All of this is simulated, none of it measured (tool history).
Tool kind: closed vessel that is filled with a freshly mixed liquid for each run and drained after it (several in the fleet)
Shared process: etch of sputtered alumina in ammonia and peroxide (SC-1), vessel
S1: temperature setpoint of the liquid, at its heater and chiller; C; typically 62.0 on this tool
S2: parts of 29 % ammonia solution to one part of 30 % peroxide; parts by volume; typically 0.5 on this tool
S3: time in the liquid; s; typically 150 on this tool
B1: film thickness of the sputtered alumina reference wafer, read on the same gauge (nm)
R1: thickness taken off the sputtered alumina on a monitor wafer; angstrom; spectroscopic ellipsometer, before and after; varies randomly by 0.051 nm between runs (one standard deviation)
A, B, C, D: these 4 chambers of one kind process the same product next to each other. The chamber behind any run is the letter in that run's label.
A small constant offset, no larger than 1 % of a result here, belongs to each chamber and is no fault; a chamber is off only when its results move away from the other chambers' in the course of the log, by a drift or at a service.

Run 1C, hour 6.9: usual settings; B1 40.012. Result: R1 164.32 angstrom.
Run 2B, hour 13.2: usual settings; B1 40.037. Result: R1 166.99 angstrom.
Run 3D, hour 21.5: usual settings; B1 39.985. Result: R1 166.47 angstrom.
Run 4A, hour 29.4: usual settings; B1 39.993. Result: R1 166.67 angstrom.
Run 5C, hour 35.6: usual settings; B1 39.959. Result: R1 165.30 angstrom.
Run 6A, hour 44.4: usual settings; B1 40.000. Result: R1 164.74 angstrom.
Run 7D, hour 52.7: usual settings; B1 39.993. Result: R1 166.97 angstrom.
Run 8B, hour 64.8: usual settings; B1 40.009. Result: R1 167.26 angstrom.
Run 9C, hour 70.8: usual settings; B1 39.993. Result: R1 165.00 angstrom.
Run 10A, hour 77.2: usual settings; B1 40.004. Result: R1 164.85 angstrom.
Run 11D, hour 84.2: usual settings; B1 39.989. Result: R1 167.42 angstrom.
Run 12B, hour 91.9: usual settings; B1 40.013. Result: R1 167.14 angstrom.
Run 13B, hour 104.0: usual settings; B1 40.004. Result: R1 167.15 angstrom.
Run 14D, hour 109.4: usual settings; B1 39.981. Result: R1 167.63 angstrom.
At hour 115.2: chamber B: new drum of ammonia solution connected.
Run 15A, hour 116.5: usual settings; B1 39.998. Result: R1 164.20 angstrom.
Run 16C, hour 125.1: usual settings; B1 40.010. Result: R1 165.86 angstrom.
Run 17B, hour 133.0: usual settings; B1 39.996. Result: R1 166.72 angstrom.
Run 18C, hour 142.9: usual settings; B1 40.019. Result: R1 164.81 angstrom.
Run 19A, hour 153.4: usual settings; B1 39.991. Result: R1 166.12 angstrom.
Run 20D, hour 162.8: usual settings; B1 40.000. Result: R1 169.23 angstrom.
Run 21C, hour 172.6: usual settings but S1 68.0 C, S2 0.4 parts by volume; B1 39.952. Result: R1 218.39 angstrom.
At hour 176.2: chamber D: new drum of ammonia solution connected.
Run 22D, hour 183.4: usual settings but S1 68.0 C, S2 0.4 parts by volume; B1 40.021. Result: R1 223.48 angstrom.
Run 23B, hour 192.5: usual settings but S1 68.0 C, S2 0.4 parts by volume; B1 39.973. Result: R1 221.78 angstrom.
Run 24A, hour 198.1: usual settings but S1 68.0 C, S2 0.4 parts by volume; B1 39.992. Result: R1 218.68 angstrom.
Run 25A, hour 207.4: usual settings; B1 40.034. Result: R1 165.70 angstrom.
Run 26D, hour 219.6: usual settings; B1 39.989. Result: R1 172.14 angstrom.
Run 27C, hour 230.7: usual settings; B1 39.978. Result: R1 166.34 angstrom.
Run 28B, hour 240.8: usual settings but S1 54.5 C; B1 39.966. Result: R1 112.75 angstrom.
Run 29D, hour 250.2: usual settings but S1 54.5 C; B1 40.043. Result: R1 118.64 angstrom.
Run 30C, hour 256.3: usual settings but S1 54.5 C; B1 40.004. Result: R1 111.44 angstrom.
Run 31A, hour 264.5: usual settings but S1 54.5 C; B1 40.027. Result: R1 111.88 angstrom.
Run 32B, hour 275.8: usual settings; B1 39.994. Result: R1 166.43 angstrom.
Run 33A, hour 283.5: usual settings; B1 40.007. Result: R1 165.50 angstrom.
Run 34B, hour 291.0: usual settings; B1 40.009. Result: R1 167.29 angstrom.

Has any chamber moved away from the others, gradually or after a service, or does the common gauge drift, or do the chambers differ only by their own small steady offsets? State the chamber and the most likely cause if one applies.

Chamber D drifts away from the others.
Most likely cause: liquid hotter than its thermometer reads (K) = 0.86.

Here are 4 candidates for chamber D's next run, each the usual settings with a change, their results left as question marks. Which one brings its results back in line with what the others give on the usual settings?
To be in line, a result may differ from the other chambers' mean on the usual settings by at most: R1 1.80 angstrom
Run 35D-1, hour 299.8: usual settings but S1 63.0 C. Result: R1 ?.
Run 35D-2, hour 299.8: usual settings but S2 0.65 parts by volume. Result: R1 ?.
Run 35D-3, hour 299.8: usual settings but S1 61.0 C. Result: R1 ?.
Run 35D-4, hour 299.8: usual settings but S1 61.5 C. Result: R1 ?.

Mean of the other chambers on the usual settings: R1 165.87 angstrom
  run      R1
35D-1  183.24
35D-2  178.68
35D-3  165.85
35D-4  170.10
Change 35D-3 lands the chamber within the allowed miss of the other chambers.

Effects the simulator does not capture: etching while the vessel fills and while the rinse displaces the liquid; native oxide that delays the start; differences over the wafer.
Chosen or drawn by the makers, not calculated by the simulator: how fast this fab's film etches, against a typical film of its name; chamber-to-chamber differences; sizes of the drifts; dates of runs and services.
